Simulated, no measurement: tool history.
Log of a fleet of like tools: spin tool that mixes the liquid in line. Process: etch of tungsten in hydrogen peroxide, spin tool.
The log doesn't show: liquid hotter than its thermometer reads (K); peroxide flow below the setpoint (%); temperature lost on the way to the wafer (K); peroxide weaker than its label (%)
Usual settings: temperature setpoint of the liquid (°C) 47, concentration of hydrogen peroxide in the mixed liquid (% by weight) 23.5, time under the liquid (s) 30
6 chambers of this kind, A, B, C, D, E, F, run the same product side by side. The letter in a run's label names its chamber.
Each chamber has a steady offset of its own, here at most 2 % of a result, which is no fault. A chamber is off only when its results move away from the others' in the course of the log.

run,hour,temperature setpoint of the liquid (°C),concentration of hydrogen peroxide in the mixed liquid (% by weight),time under the liquid (s),hours since the thermometer was replaced,hours since the peroxide flow meter was replaced,hours since the heated supply line was repaired,hours since the drum of peroxide was connected,"read-back film thickness of the tungsten reference wafer, read on the same gauge (nm)",thickness taken off the tungsten on a monitor wafer (nm)
1F,12.0,47,23.5,30,208.4,108.1,378.6,460.4,60.020,28.621
2B,19.4,47,23.5,30,2227.2,949.3,779.6,693.6,60.043,28.638
3A,25.5,47,23.5,30,1008.9,1674.2,881.1,888.3,59.985,29.055
4C,38.2,47,23.5,30,1277.0,355.4,281.8,131.2,60.011,28.587
# hour 39.8: chamber E: new drum of peroxide connected
5D,51.1,47,23.5,30,1782.5,562.6,1274.3,741.6,60.010,28.946
6E,57.3,47,23.5,30,485.0,1387.6,894.9,17.6,59.997,28.497
7E,66.3,47,21.0,30,494.0,1396.6,903.9,26.6,59.976,26.905
# hour 71.3: chamber C: thermometer replaced
8D,74.4,47,21.0,30,1805.8,585.9,1297.6,764.9,60.022,27.311
9B,84.9,47,21.0,30,2292.7,1014.8,845.1,759.1,59.960,26.660
# hour 88.9: chamber B: new drum of peroxide connected
10A,91.4,47,21.0,30,1074.8,1740.1,947.0,954.2,59.989,27.626
11C,103.2,47,21.0,30,32.0,420.4,346.8,196.2,60.008,27.020
12F,111.6,47,21.0,30,308.0,207.7,478.2,560.0,59.976,27.534
13F,124.5,47,23.5,30,320.9,220.6,491.1,572.9,59.973,29.173
14D,137.7,47,23.5,30,1869.1,649.2,1360.9,828.2,59.987,28.529
15B,147.6,47,23.5,45,2355.4,1077.5,907.8,58.8,60.052,42.541
# hour 149.1: chamber A: thermometer replaced
16E,155.7,47,23.5,45,583.4,1486.0,993.3,116.0,60.020,43.567
17C,163.7,47,23.5,45,92.5,480.9,407.3,256.7,60.026,43.494
# hour 172.2: chamber A: new drum of peroxide connected
18A,174.6,47,23.5,45,25.6,1823.3,1030.2,2.4,59.999,44.027
19E,186.3,47,23.5,45,614.0,1516.6,1023.9,146.6,59.952,42.717
20D,192.4,47,23.5,45,1923.8,703.9,1415.6,882.9,59.978,43.154
21C,203.8,47,23.5,30,132.6,521.0,447.4,296.8,60.030,28.823
22A,212.5,47,23.5,30,63.5,1861.2,1068.1,40.3,59.994,29.552
23B,221.8,47,23.5,30,2429.6,1151.7,982.0,133.0,59.971,28.665
# hour 222.1: chamber A: peroxide flow meter replaced
24F,228.8,47,23.5,30,425.2,324.9,595.4,677.2,60.005,28.621
25C,238.3,47,23.5,30,167.1,555.5,481.9,331.3,59.983,29.001
26E,244.4,47,23.5,30,672.1,1574.7,1082.0,204.7,59.984,28.632
27A,251.5,47,23.5,30,102.5,29.4,1107.1,79.3,59.987,29.172
28F,260.0,47,23.5,30,456.4,356.1,626.6,708.4,60.007,28.866
29D,268.1,47,23.5,30,1999.5,779.6,1491.3,958.6,59.995,28.732
30B,277.1,47,23.5,30,2484.9,1207.0,1037.3,188.3,59.998,28.327
31A,283.9,47,23.5,30,134.9,61.8,1139.5,111.7,60.024,29.400
32B,294.4,47,23.5,35,2502.2,1224.3,1054.6,205.6,60.035,33.466
# hour 299.6: chamber D: new drum of peroxide connected
33D,307.2,47,23.5,35,2038.6,818.7,1530.4,7.6,60.036,33.864
34C,320.1,47,23.5,35,248.9,637.3,563.7,413.1,60.016,34.007
35F,331.4,47,23.5,35,527.8,427.5,698.0,779.8,59.995,33.966
# hour 339.1: chamber E: peroxide flow meter replaced
36E,339.1,47,23.5,35,766.8,0.0,1176.7,299.4,60.022,33.718

What goes on in this fleet: one chamber off, a drifting gauge, or nothing beyond the chambers' own small offsets? Name the chamber and the cause, if any.

No chamber stands off beyond its own small offset, and the gauge holds steady.

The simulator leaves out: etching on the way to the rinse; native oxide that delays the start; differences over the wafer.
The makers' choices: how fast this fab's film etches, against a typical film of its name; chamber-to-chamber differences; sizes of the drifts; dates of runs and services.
